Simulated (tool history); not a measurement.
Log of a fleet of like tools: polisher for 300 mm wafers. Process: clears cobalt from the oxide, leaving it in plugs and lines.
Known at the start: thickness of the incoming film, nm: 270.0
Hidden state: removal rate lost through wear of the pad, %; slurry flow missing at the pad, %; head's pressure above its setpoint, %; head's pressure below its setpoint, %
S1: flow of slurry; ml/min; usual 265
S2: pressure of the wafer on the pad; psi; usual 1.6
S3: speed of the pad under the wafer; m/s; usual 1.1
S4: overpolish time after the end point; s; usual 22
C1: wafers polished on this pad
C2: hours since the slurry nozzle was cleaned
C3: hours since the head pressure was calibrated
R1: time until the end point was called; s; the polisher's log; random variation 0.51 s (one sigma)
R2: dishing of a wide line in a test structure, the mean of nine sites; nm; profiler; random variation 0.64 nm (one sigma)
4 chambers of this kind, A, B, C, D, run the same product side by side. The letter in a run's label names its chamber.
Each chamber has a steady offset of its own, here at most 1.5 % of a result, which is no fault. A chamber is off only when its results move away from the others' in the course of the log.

run,hour,S1,S2,S3,S4,C1,C2,C3,R1,R2
# hour 2.6: chamber C: slurry nozzle cleaned
1C,11.2,265,1.6,1.1,22,591,8.6,773.4,57.302,35.664
# hour 18.1: chamber D: worn pad replaced by a new one
2A,19.5,265,1.6,1.1,22,616,187.8,387.6,57.852,34.964
# hour 27.7: chamber C: worn pad replaced by a new one
3B,28.3,265,1.6,1.1,22,757,509.1,382.3,56.843,37.55
# hour 37.9: chamber B: worn pad replaced by a new one
4D,40.3,265,1.6,1.1,22,137,130.5,319.6,56.915,36.908
5D,47.7,265,1.6,1.1,22,183,137.9,327,56.147,36.076
6C,55,265,1.9,1.1,22,168,52.4,817.2,47.503,37.85
7B,61.7,265,1.9,1.1,22,147,542.5,415.7,48.43,36.713
8A,72.8,265,1.9,1.1,22,945,241.1,440.9,47.531,36.763
9A,83.1,265,1.9,1.1,22,1009,251.4,451.2,47.377,38.166
10C,95.1,265,1.6,1.1,22,416,92.5,857.3,55.964,35.49
11B,104.1,265,1.6,1.1,22,408,584.9,458.1,57.004,36.048
12D,112.2,265,1.6,1.1,22,581,202.4,391.5,56.26,36.373
13C,119.3,265,1.6,1.1,22,565,116.7,881.5,57.25,36.206
14A,130.2,225,1.6,1.24,22,1299,298.5,498.3,51.41,35.66
15B,135.6,225,1.6,1.24,22,603,616.4,489.6,51.711,37.54
16D,141.3,225,1.6,1.24,22,761,231.5,420.6,51.264,37.943
# hour 143.7: chamber C: worn pad replaced by a new one
# hour 145.8: chamber A: head pressure recalibrated
17D,152.8,225,1.6,1.24,22,832,243,432.1,50.889,37.619
# hour 155.6: chamber A: worn pad replaced by a new one
18C,161.9,265,1.6,1.1,22,112,159.3,924.1,56.905,36.966
19B,172.5,265,1.6,1.1,22,831,653.3,526.5,57.917,37.255
# hour 179.1: chamber B: worn pad replaced by a new one
20A,184.5,265,1.6,1.1,22,178,352.8,38.8,56.335,35.457
21B,194.9,265,1.6,1.1,22,97,675.7,548.9,57.448,35.756
# hour 200.3: chamber D: worn pad replaced by a new one
# hour 201.9: chamber B: head pressure recalibrated
22A,205.8,265,1.6,1.1,22,310,374.1,60.1,57.325,36.041
23D,213.9,265,1.6,1.1,22,84,304.1,493.2,56.57,35.507
24C,220.7,210,1.6,1.1,33,475,218.1,982.9,59.626,37.922
25B,226.2,210,1.6,1.1,33,291,707,24.4,59.171,38.412
26A,232.9,210,1.6,1.1,33,477,401.2,87.2,57.796,37.698
27C,244.4,210,1.6,1.1,33,621,241.8,1006.6,57.691,38.605
28D,254.7,265,1.2,0.74,22,336,344.9,534,111.28,29.709
29A,266.8,265,1.2,0.74,22,686,435.1,121.1,112.96,29.319

What goes on in this fleet: one chamber off, a drifting gauge, or nothing beyond the chambers' own small offsets? Name the chamber and the cause, if any.

No chamber stands off beyond its own small offset, and the gauge holds steady.

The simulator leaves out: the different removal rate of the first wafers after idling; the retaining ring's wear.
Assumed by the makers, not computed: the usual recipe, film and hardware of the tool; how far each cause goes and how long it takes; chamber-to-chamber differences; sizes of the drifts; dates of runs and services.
